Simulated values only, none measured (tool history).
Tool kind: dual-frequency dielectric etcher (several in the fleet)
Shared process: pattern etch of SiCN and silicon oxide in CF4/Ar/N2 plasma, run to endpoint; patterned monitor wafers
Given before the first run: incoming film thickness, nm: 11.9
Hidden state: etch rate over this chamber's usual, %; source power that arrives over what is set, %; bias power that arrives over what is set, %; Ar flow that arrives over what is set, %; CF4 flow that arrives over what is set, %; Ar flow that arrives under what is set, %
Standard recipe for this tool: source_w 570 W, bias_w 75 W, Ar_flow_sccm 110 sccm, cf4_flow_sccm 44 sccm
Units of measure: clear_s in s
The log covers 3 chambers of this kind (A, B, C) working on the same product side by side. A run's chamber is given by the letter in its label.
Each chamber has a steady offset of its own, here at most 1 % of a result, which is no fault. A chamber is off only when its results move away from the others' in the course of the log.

run	hour	source_w	bias_w	Ar_flow_sccm	cf4_flow_sccm	hours since the last wet clean	hours since the last source power generator calibration	hours since the last bias power generator calibration	hours since the last Ar flow controller change	hours since the last CF4 flow controller change	clear_s
1C	6.6	570	75	110	44	69.6	1091.9	158.1	858.5	1813.8	11.959
# hour 11.5: chamber B: wet clean of the chamber
2A	13.1	570	75	110	44	268.4	1005.3	4673.4	2343.2	72.1	12.105
3B	21.8	570	75	110	44	10.4	2547.7	2025.4	5405.7	1962.5	12.252
4B	32.1	570	75	110	44	20.7	2558.0	2035.7	5416.0	1972.8	12.063
5C	42.0	570	75	110	44	105.0	1127.3	193.5	893.9	1849.2	11.865
6A	52.9	570	75	110	44	308.2	1045.1	4713.2	2383.0	111.9	12.057
7C	61.0	570	75	110	44	124.0	1146.3	212.5	912.9	1868.2	12.130
8B	70.9	570	75	110	44	59.5	2596.8	2074.5	5454.8	2011.6	11.996
9A	77.2	570	75	110	44	332.5	1069.4	4737.5	2407.3	136.2	12.058
10C	87.8	570	75	110	44	150.8	1173.1	239.3	939.7	1895.0	12.073
11A	97.2	570	75	110	44	352.5	1089.4	4757.5	2427.3	156.2	11.947
12B	104.3	570	75	110	44	92.9	2630.2	2107.9	5488.2	2045.0	12.155
# hour 112.2: chamber A: wet clean of the chamber
13A	114.0	570	75	110	44	1.8	1106.2	4774.3	2444.1	173.0	12.211
14C	123.6	570	75	110	44	186.6	1208.9	275.1	975.5	1930.8	12.200
15B	132.7	570	75	110	44	121.3	2658.6	2136.3	5516.6	2073.4	12.129
16A	140.5	570	75	110	44	28.3	1132.7	4800.8	2470.6	199.5	11.822
17C	147.3	660	65	110	44	210.3	1232.6	298.8	999.2	1954.5	11.150
18B	156.3	660	65	110	44	144.9	2682.2	2159.9	5540.2	2097.0	11.297
19C	165.7	660	65	110	44	228.7	1251.0	317.2	1017.6	1972.9	11.094
20A	172.5	570	62	110	47	60.3	1164.7	4832.8	2502.6	231.5	12.615
21B	181.6	570	62	110	47	170.2	2707.5	2185.2	5565.5	2122.3	12.839
22C	190.2	570	62	110	47	253.2	1275.5	341.7	1042.1	1997.4	12.729
23B	195.4	570	75	110	44	184.0	2721.3	2199.0	5579.3	2136.1	12.000
24A	206.2	570	75	90	39	94.0	1198.4	4866.5	2536.3	265.2	11.854

One chamber off, gauge drift, or nothing amiss beyond the chambers' own small offsets? If it is a chamber, which one, and what is the likeliest cause?

Nothing is wrong: each chamber keeps only its own small, steady offset and the gauge holds still.
